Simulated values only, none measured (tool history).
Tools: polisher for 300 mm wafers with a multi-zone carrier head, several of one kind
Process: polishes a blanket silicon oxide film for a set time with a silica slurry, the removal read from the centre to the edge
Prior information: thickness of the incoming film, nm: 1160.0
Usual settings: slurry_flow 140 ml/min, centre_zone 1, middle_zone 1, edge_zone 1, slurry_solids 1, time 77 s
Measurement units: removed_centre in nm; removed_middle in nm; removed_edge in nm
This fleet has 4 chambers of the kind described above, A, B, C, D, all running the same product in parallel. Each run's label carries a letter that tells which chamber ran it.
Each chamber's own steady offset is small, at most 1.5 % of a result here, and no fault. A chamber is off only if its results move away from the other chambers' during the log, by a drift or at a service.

Run 1A, hour 3.7: usual settings. Result: removed_centre 247.2 nm, removed_middle 246.37 nm, removed_edge 246.99 nm.
Run 2D, hour 6.1: usual settings. Result: removed_centre 245.05 nm, removed_middle 247.72 nm, removed_edge 249.39 nm.
At hour 6.5: chamber C: worn pad replaced by a new one.
Run 3C, hour 8.9: usual settings. Result: removed_centre 248.84 nm, removed_middle 242.82 nm, removed_edge 247.29 nm.
Run 4B, hour 11.9: usual settings. Result: removed_centre 248.04 nm, removed_middle 247.93 nm, removed_edge 244.7 nm.
Run 5D, hour 15.8: usual settings but slurry_flow 180 ml/min, edge_zone 1.04. Result: removed_centre 263.24 nm, removed_middle 261.1 nm, removed_edge 258.68 nm.
Run 6A, hour 19.1: usual settings but slurry_flow 180 ml/min, edge_zone 1.04. Result: removed_centre 256.36 nm, removed_middle 256.14 nm, removed_edge 261.22 nm.
Run 7C, hour 23.5: usual settings but slurry_flow 180 ml/min, edge_zone 1.04. Result: removed_centre 262.1 nm, removed_middle 263.21 nm, removed_edge 258.53 nm.
Run 8B, hour 27.5: usual settings but slurry_flow 180 ml/min, edge_zone 1.04. Result: removed_centre 265.98 nm, removed_middle 260.24 nm, removed_edge 261.96 nm.
At hour 32.7: chamber B: worn pad replaced by a new one.
Run 9D, hour 33: usual settings. Result: removed_centre 249.91 nm, removed_middle 245.08 nm, removed_edge 245.52 nm.
Run 10A, hour 38.4: usual settings but middle_zone 1.08, time 68 s. Result: removed_centre 214.76 nm, removed_middle 232.51 nm, removed_edge 219.22 nm.
Run 11C, hour 43.4: usual settings but middle_zone 1.08, time 68 s. Result: removed_centre 219.7 nm, removed_middle 235.89 nm, removed_edge 214.9 nm.
At hour 45.7: chamber A: worn pad replaced by a new one.
Run 12B, hour 45.8: usual settings but middle_zone 1.08, time 68 s. Result: removed_centre 218.96 nm, removed_middle 233.88 nm, removed_edge 218.35 nm.
Run 13D, hour 49.2: usual settings but middle_zone 1.08, time 68 s. Result: removed_centre 219.63 nm, removed_middle 232.23 nm, removed_edge 217.99 nm.
Run 14C, hour 53.7: usual settings but centre_zone 1.07, time 97 s. Result: removed_centre 336.03 nm, removed_middle 314.62 nm, removed_edge 302.83 nm.
Run 15A, hour 56.3: usual settings but centre_zone 1.07, time 97 s. Result: removed_centre 342.54 nm, removed_middle 306.75 nm, removed_edge 311.63 nm.
Run 16B, hour 59.7: usual settings but centre_zone 1.07, time 97 s. Result: removed_centre 340.95 nm, removed_middle 312.73 nm, removed_edge 309 nm.
Run 17C, hour 63.3: usual settings but centre_zone 1.07, time 97 s. Result: removed_centre 336.83 nm, removed_middle 314.58 nm, removed_edge 314.76 nm.
Run 18B, hour 68.2: usual settings. Result: removed_centre 249.26 nm, removed_middle 246.23 nm, removed_edge 242.66 nm.
Run 19A, hour 73.4: usual settings but slurry_solids 0.8. Result: removed_centre 221.2 nm, removed_middle 224.48 nm, removed_edge 223.17 nm.
Run 20D, hour 77.8: usual settings but slurry_solids 0.8. Result: removed_centre 221.51 nm, removed_middle 220.36 nm, removed_edge 218.06 nm.
Run 21B, hour 83.2: usual settings but slurry_solids 0.8. Result: removed_centre 225.03 nm, removed_middle 222.73 nm, removed_edge 220.22 nm.
At hour 85.5: chamber D: worn pad replaced by a new one.
Run 22A, hour 86.8: usual settings but slurry_solids 0.8. Result: removed_centre 220.65 nm, removed_middle 218.29 nm, removed_edge 221.17 nm.
Run 23D, hour 90.1: usual settings. Result: removed_centre 251.04 nm, removed_middle 244.64 nm, removed_edge 251.65 nm.
Run 24C, hour 94.6: usual settings. Result: removed_centre 256.33 nm, removed_middle 247.88 nm, removed_edge 243.85 nm.
Run 25B, hour 99.3: usual settings. Result: removed_centre 253.68 nm, removed_middle 245.54 nm, removed_edge 244.44 nm.
At hour 100.9: chamber A: edge zone pressure recalibrated.
Run 26A, hour 103.9: usual settings but centre_zone 0.95, middle_zone 0.93. Result: removed_centre 233.63 nm, removed_middle 228.91 nm, removed_edge 250.3 nm.
Run 27C, hour 107.1: usual settings but centre_zone 0.95, middle_zone 0.93. Result: removed_centre 235.54 nm, removed_middle 233.25 nm, removed_edge 247.12 nm.

Each of the 4 chambers runs these same settings next. Fill in every chamber's results:
Run 28A, hour 111.1: usual settings but slurry_solids 0.85. Result: removed_centre ?, removed_middle ?, removed_edge ?.
Run 28B, hour 111.1: usual settings but slurry_solids 0.85. Result: removed_centre ?, removed_middle ?, removed_edge ?.
Run 28C, hour 111.1: usual settings but slurry_solids 0.85. Result: removed_centre ?, removed_middle ?, removed_edge ?.
Run 28D, hour 111.1: usual settings but slurry_solids 0.85. Result: removed_centre ?, removed_middle ?, removed_edge ?.

run  removed_centre  removed_middle  removed_edge
28A          230.82           227.1        227.14
28B          230.64          230.98        230.71
28C          230.65          228.46        222.85
28D          223.11          228.64        230.59

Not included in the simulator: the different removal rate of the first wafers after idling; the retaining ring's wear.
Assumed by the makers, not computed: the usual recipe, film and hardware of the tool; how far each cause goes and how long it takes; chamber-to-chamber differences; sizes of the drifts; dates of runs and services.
